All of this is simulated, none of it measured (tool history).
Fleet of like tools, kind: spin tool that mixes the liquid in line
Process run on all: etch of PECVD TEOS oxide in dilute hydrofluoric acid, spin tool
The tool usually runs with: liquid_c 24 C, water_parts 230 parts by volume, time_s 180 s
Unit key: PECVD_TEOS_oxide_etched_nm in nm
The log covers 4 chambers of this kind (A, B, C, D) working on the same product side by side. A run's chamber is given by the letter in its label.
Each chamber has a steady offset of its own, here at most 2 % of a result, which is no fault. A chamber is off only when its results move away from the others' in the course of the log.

run,hour,liquid_c,water_parts,time_s,"read-back film thickness of the PECVD TEOS oxide reference wafer, read on the same gauge (nm)",PECVD_TEOS_oxide_etched_nm
1C,6.2,24,230,180,119.98,11.1860
2D,13.9,24,230,180,120.05,11.1120
3B,18.0,24,230,180,119.99,11.1270
4A,25.9,24,230,180,120.01,11.2770
5D,32.5,24,230,180,120.04,11.1410
6B,36.3,24,230,180,119.98,11.1020
7C,44.8,24,230,180,120.02,11.2790
8A,52.4,24,230,180,119.97,11.1250
9A,60.5,24,230,180,120.00,11.2900
10C,65.4,24,230,180,120.00,11.1460
11B,71.6,24,265,180,120.02,9.5279
12D,80.0,24,265,180,120.02,9.3584
13B,86.8,24,265,180,119.99,9.4992
14A,94.5,24,265,180,119.99,9.3208
15C,100.6,24,230,180,119.99,11.1950
16D,105.4,24,230,180,119.99,11.1170
17A,113.3,24,230,180,120.00,11.2210
18C,120.8,24,230,180,120.00,11.1570
# hour 123.8: chamber A: thermometer replaced
19D,125.5,24,230,180,120.02,11.1570
20B,130.1,24,230,180,119.98,11.5590
21B,135.1,24,230,180,119.96,11.8440
# hour 139.1: chamber D: hydrofluoric acid flow meter replaced
22D,141.1,24,230,180,120.02,10.9940
23C,145.4,24,230,180,119.99,11.2040
24A,151.4,24,230,180,120.03,11.2480
25D,157.4,24,230,180,119.97,11.2400
26C,165.2,24,230,180,120.01,11.1470
27B,172.6,24,230,180,119.98,12.0510

Next, all 4 chambers run the settings below, one line each with question marks for the results. What does each chamber give?
28A,178.8,24,230,180,,?
28B,178.8,24,230,180,,?
28C,178.8,24,230,180,,?
28D,178.8,24,230,180,,?

run,PECVD_TEOS_oxide_etched_nm
28A,11.1270
28B,12.1480
28C,11.3000
28D,11.0850

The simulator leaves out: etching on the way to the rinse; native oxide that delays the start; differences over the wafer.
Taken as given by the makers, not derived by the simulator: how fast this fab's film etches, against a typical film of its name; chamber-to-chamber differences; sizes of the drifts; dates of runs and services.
